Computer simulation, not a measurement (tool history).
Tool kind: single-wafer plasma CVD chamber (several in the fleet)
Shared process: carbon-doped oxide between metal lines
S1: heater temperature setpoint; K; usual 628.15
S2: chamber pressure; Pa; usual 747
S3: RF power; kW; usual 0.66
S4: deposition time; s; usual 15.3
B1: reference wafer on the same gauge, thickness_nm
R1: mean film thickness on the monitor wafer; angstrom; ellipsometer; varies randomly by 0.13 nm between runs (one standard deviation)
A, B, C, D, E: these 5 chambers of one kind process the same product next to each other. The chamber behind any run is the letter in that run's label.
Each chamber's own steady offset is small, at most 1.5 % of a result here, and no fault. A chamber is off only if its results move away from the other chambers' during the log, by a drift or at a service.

Run 1B, hour 7: usual settings; B1 109.94. Result: R1 940.97 angstrom.
Run 2D, hour 13.9: usual settings; B1 109.95. Result: R1 945.86 angstrom.
Run 3C, hour 20.2: usual settings; B1 109.95. Result: R1 944.63 angstrom.
Run 4A, hour 28.4: usual settings; B1 109.88. Result: R1 929.03 angstrom.
Run 5E, hour 37.3: usual settings; B1 109.89. Result: R1 947.86 angstrom.
Run 6D, hour 44: usual settings; B1 109.89. Result: R1 945.42 angstrom.
Run 7C, hour 53.1: usual settings; B1 109.82. Result: R1 944.79 angstrom.
Run 8A, hour 60.6: usual settings; B1 109.81. Result: R1 926.11 angstrom.
Run 9B, hour 68.6: usual settings but S3 0.56 kW; B1 109.82. Result: R1 848.16 angstrom.
Run 10E, hour 74.6: usual settings but S3 0.56 kW; B1 109.84. Result: R1 856.08 angstrom.
Run 11C, hour 80.2: usual settings but S3 0.56 kW; B1 109.8. Result: R1 852.45 angstrom.
At hour 90: chamber B: capacitance manometer re-zeroed and calibrated.
Run 12A, hour 90.1: usual settings but S3 0.56 kW; B1 109.73. Result: R1 836.93 angstrom.
Run 13D, hour 96.2: usual settings but S3 0.56 kW; B1 109.72. Result: R1 854.59 angstrom.
Run 14E, hour 106.3: usual settings; B1 109.73. Result: R1 947.17 angstrom.
Run 15B, hour 112.6: usual settings but S3 0.725 kW, S4 16.6 s; B1 109.67. Result: R1 1076.6 angstrom.
Run 16C, hour 119.7: usual settings but S3 0.725 kW, S4 16.6 s; B1 109.67. Result: R1 1081.7 angstrom.
Run 17A, hour 129.3: usual settings but S3 0.725 kW, S4 16.6 s; B1 109.68. Result: R1 1059.4 angstrom.
Run 18B, hour 135.5: usual settings but S3 0.725 kW, S4 16.6 s; B1 109.63. Result: R1 1073.1 angstrom.
Run 19D, hour 141.6: usual settings but S3 0.725 kW, S4 16.6 s; B1 109.61. Result: R1 1078.3 angstrom.
Run 20E, hour 151: usual settings; B1 109.59. Result: R1 945.57 angstrom.
Run 21E, hour 157.5: usual settings; B1 109.6. Result: R1 945.48 angstrom.
Run 22B, hour 167.1: usual settings; B1 109.53. Result: R1 936.61 angstrom.
Run 23C, hour 172: usual settings but S3 0.785 kW; B1 109.57. Result: R1 1049.4 angstrom.
Run 24D, hour 181.1: usual settings but S3 0.785 kW; B1 109.51. Result: R1 1042.5 angstrom.
Run 25A, hour 188.5: usual settings but S3 0.785 kW; B1 109.48. Result: R1 1028.3 angstrom.
At hour 189.8: chamber D: capacitance manometer re-zeroed and calibrated.
Run 26A, hour 192.8: usual settings but S3 0.785 kW; B1 109.49. Result: R1 1027.8 angstrom.
Run 27C, hour 200.4: usual settings but S3 0.785 kW; B1 109.43. Result: R1 1049.2 angstrom.
Run 28B, hour 206.9: usual settings; B1 109.46. Result: R1 935.72 angstrom.
Run 29D, hour 214.1: usual settings; B1 109.42. Result: R1 939.81 angstrom.
Run 30E, hour 220.7: usual settings but S2 636 Pa, S4 13.9 s; B1 109.45. Result: R1 841.53 angstrom.

The same settings go to every chamber for the next run, one line per chamber below. Forecast the results for each:
Run 31A, hour 227.9: usual settings. Result: R1 ?.
Run 31B, hour 227.9: usual settings. Result: R1 ?.
Run 31C, hour 227.9: usual settings. Result: R1 ?.
Run 31D, hour 227.9: usual settings. Result: R1 ?.
Run 31E, hour 227.9: usual settings. Result: R1 ?.

run      R1
31A     924
31B  935.04
31C  941.45
31D  940.13
31E  941.19
